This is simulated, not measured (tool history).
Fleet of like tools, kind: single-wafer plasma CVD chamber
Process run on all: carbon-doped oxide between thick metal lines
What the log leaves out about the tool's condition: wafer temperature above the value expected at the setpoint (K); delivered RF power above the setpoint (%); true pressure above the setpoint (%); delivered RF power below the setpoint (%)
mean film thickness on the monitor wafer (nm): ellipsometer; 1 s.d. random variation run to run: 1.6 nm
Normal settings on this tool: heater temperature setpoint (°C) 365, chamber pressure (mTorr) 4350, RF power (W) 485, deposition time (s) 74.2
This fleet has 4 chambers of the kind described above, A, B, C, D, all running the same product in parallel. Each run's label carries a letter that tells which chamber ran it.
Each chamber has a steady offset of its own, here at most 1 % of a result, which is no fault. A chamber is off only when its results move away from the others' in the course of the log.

run,hour,heater temperature setpoint (°C),chamber pressure (mTorr),RF power (W),deposition time (s),hours since the last thermocouple change,hours since the last RF generator calibration,hours since the last manometer calibration,"read-back reference wafer on the same gauge, thickness_nm",mean film thickness on the monitor wafer (nm)
1B,9.9,365,4350,485,74.2,671.3,2471.9,2650.7,327.80,348.31
2C,14.4,365,4350,485,74.2,1246.7,738.8,1252.7,328.06,346.33
3A,20.8,365,4350,485,74.2,1068.2,360.8,1393.1,328.16,352.98
# hour 23.9: chamber C: RF generator calibrated
4D,30.8,365,4350,485,74.2,288.3,464.5,1919.0,327.82,346.43
5B,37.3,365,4350,485,74.2,698.7,2499.3,2678.1,327.90,350.26
6A,47.3,365,4350,485,74.2,1094.7,387.3,1419.6,327.88,352.22
7C,57.3,365,4350,485,74.2,1289.6,33.5,1295.6,328.00,351.56
8D,66.7,365,4350,455,74.2,324.2,500.4,1954.9,327.88,333.96
# hour 71.4: chamber C: capacitance manometer re-zeroed and calibrated
9D,73.7,365,4350,455,74.2,331.2,507.4,1961.9,328.02,333.13
10A,82.0,365,4350,455,74.2,1129.4,422.0,1454.3,328.05,336.40
11C,88.1,365,4350,455,74.2,1320.4,64.3,16.8,328.19,336.61
12B,92.9,365,4350,485,74.2,754.3,2554.9,2733.7,327.74,347.51
13B,100.7,365,4350,485,74.2,762.1,2562.7,2741.5,328.05,347.08
14A,108.1,365,4350,485,74.2,1155.5,448.1,1480.4,328.01,350.04
15D,117.1,365,4350,485,74.2,374.6,550.8,2005.3,327.80,347.16
16C,126.2,365,4350,485,74.2,1358.5,102.4,54.9,328.55,351.39
# hour 130.6: chamber D: capacitance manometer re-zeroed and calibrated
17D,133.9,365,4350,485,74.2,391.4,567.6,3.4,328.31,344.47
18A,143.5,365,4350,485,74.2,1190.9,483.5,1515.8,328.04,349.19
19C,152.7,365,4350,485,74.2,1385.0,128.9,81.4,328.06,348.53
20B,162.6,365,4350,485,74.2,824.0,2624.6,2803.4,327.93,349.28
21C,169.6,365,4350,485,74.2,1401.9,145.8,98.3,328.36,349.43
22D,176.9,378,3560,485,74.2,434.4,610.6,46.4,328.23,320.20
23A,182.7,378,3560,485,74.2,1230.1,522.7,1555.0,327.98,332.48
24B,191.1,378,3560,485,74.2,852.5,2653.1,2831.9,327.86,329.77
25D,201.2,378,3560,485,74.2,458.7,634.9,70.7,327.97,319.51
26A,207.2,365,4350,485,74.2,1254.6,547.2,1579.5,327.95,353.81
# hour 211.0: chamber B: capacitance manometer re-zeroed and calibrated
27C,214.6,365,4350,485,74.2,1446.9,190.8,143.3,327.85,351.86
28B,222.5,365,4350,485,74.2,883.9,2684.5,11.6,327.82,347.64
29B,231.0,365,4350,485,74.2,892.4,2693.0,20.1,327.88,350.31
30A,241.3,365,4350,485,74.2,1288.7,581.3,1613.6,328.04,352.73
31C,247.5,365,4350,485,74.2,1479.8,223.7,176.2,327.84,350.32

Each of the 4 chambers runs these same settings next. Fill in every chamber's results:
32A,255.1,365,4350,485,74.2,,,,,?
32B,255.1,365,4350,485,74.2,,,,,?
32C,255.1,365,4350,485,74.2,,,,,?
32D,255.1,365,4350,485,74.2,,,,,?

run,mean film thickness on the monitor wafer (nm)
32A,350.76
32B,349.02
32C,350.60
32D,329.97

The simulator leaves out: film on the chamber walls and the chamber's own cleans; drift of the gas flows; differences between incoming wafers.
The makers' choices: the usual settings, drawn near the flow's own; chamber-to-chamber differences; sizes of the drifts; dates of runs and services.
